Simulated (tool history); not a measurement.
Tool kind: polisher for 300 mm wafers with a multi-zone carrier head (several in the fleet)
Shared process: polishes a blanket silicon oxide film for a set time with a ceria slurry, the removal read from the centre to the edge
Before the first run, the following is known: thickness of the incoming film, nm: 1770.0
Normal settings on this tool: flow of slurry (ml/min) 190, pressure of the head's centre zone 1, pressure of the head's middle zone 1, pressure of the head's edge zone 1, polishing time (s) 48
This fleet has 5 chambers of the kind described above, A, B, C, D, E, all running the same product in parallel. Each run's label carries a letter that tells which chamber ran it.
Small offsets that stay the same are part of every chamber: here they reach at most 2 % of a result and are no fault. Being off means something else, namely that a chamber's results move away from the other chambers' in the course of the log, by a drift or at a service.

run	hour	flow of slurry (ml/min)	pressure of the head's centre zone	pressure of the head's middle zone	pressure of the head's edge zone	polishing time (s)	film removed at the wafer's centre (nm)	film removed at mid-radius (nm)	film removed at the wafer's edge (nm)
# hour 4.7: chamber E: worn pad replaced by a new one
# hour 7.4: chamber B: slurry nozzle cleaned
1C	10.4	190	1	1	1	48	109.44	112.88	110.68
# hour 11.3: chamber A: worn pad replaced by a new one
2B	18	190	1	1	1	48	111.15	110.27	109.65
3A	23.9	190	1	1	1	48	111.13	109.59	110.36
4D	30.9	190	1	1	1	48	111.67	111.1	110.09
# hour 37: chamber C: worn pad replaced by a new one
5E	41.6	190	1	1	1	48	114.92	111.7	112.13
6D	49.4	215	1	1	1	36	85.703	84.97	85.16
7E	55.5	215	1	1	1	36	85.539	85.826	85.564
# hour 57: chamber E: worn pad replaced by a new one
8B	62.2	215	1	1	1	36	85.484	84.569	83.209
# hour 65.2: chamber A: worn pad replaced by a new one
# hour 68.5: chamber D: worn pad replaced by a new one
9A	68.7	215	1	1	1	36	84.58	84.348	83.76
10C	76.3	215	1	1	1	36	83.12	83.855	84.713
11B	83.5	190	1	1	1	48	110.16	112.78	109.91
# hour 84: chamber A: slurry nozzle cleaned
12E	93.4	190	1	1	1	48	113.34	111.64	114.26
13C	101.7	240	1	1	1	48	113.79	116.44	116.68
14D	107.5	240	1	1	1	48	116.11	113.21	113.19
15A	112.2	240	1	1	1	48	115.14	115.45	112.44
# hour 114.8: chamber E: worn pad replaced by a new one
# hour 119.1: chamber C: worn pad replaced by a new one
16D	119.6	240	1	1	1	48	113.24	115.16	113.19
# hour 120: chamber A: worn pad replaced by a new one
# hour 123.2: chamber D: slurry nozzle cleaned
# hour 125.5: chamber A: centre zone pressure recalibrated
17E	129.8	240	1	1	1	48	116.92	116.73	116.2
18B	135.3	190	1	1	1	48	109.26	108.59	109.41
# hour 138.1: chamber D: worn pad replaced by a new one
19A	141.1	190	1	1	1	48	111.12	110.61	111.59
20C	150.3	190	1	1	1	48	109.57	111.86	111.53
21E	160.1	190	1.11	1	1	41	108.92	94.67	95.212
22D	167.1	190	1.11	1	1	41	104.06	96.165	94.525
23B	173	190	1.11	1	1	41	102.76	91.902	91.117
# hour 173.5: chamber E: worn pad replaced by a new one
# hour 174.6: chamber A: worn pad replaced by a new one
24A	180.9	190	1.11	1	1	41	105.93	92.304	94.635
25C	190.3	190	1.11	1	1	41	105.34	94.113	95.456
# hour 198.1: chamber E: slurry nozzle cleaned
26A	198.4	190	1	1	1	48	110.79	110.77	111.44
27E	203.5	190	1	1	1	48	113.63	112.67	109.79
# hour 203.7: chamber D: worn pad replaced by a new one
# hour 204.7: chamber C: slurry nozzle cleaned
# hour 206.3: chamber C: worn pad replaced by a new one
28C	214.2	190	1	1	1	48	110.37	111.53	111.09
# hour 220.9: chamber E: worn pad replaced by a new one
29B	223.2	190	1	1	1	48	105.78	105.97	106.12
# hour 230.6: chamber A: worn pad replaced by a new one
30D	230.9	160	1.1	1	1	48	118.16	106.94	107.68
31B	237.8	160	1.1	1	1	48	114.69	105.4	102.52
32E	246.4	160	1.1	1	1	48	122.15	110.35	110.47
33D	253.8	160	1.1	1	1	48	119.36	107.78	108.61
34A	264.5	160	1.1	1	1	48	118.74	106.78	107.97

One chamber off, gauge drift, or nothing amiss beyond the chambers' own small offsets? If it is a chamber, which one, and what is the likeliest cause?

Chamber B drifts away from the others.
Likeliest cause: removal rate lost through wear of the pad, % = 4.3.
From this log alone, it may not be told apart from: slurry flow missing at the pad, %.

Here are 4 candidates for chamber B's next run, each the usual settings with a change, their results left as question marks. Which one brings its results back in line with what the others give on the usual settings?
Maximum distance from the other chambers' mean on the usual settings for a result to count as in line: film removed at the wafer's centre (nm) 3.1; film removed at mid-radius (nm) 4.9; film removed at the wafer's edge (nm) 3.3
35B-1	272.2	190	1	1.01	1	53	?	?	?
35B-2	272.2	190	1	0.99	1	43	?	?	?
35B-3	272.2	190	1	1	1	50	?	?	?
35B-4	272.2	190	1	1	1	46	?	?	?

On the usual settings, the other chambers give on average: film removed at the wafer's centre (nm) 111.06; film removed at mid-radius (nm) 111.28; film removed at the wafer's edge (nm) 111.1
run	film removed at the wafer's centre (nm)	film removed at mid-radius (nm)	film removed at the wafer's edge (nm)
35B-1	116.73	117.64	115.72
35B-2	94.695	93.734	93.914
35B-3	110.12	109.99	109.19
35B-4	101.31	101.19	100.45
35B-3 puts the chamber back in line with the other chambers.
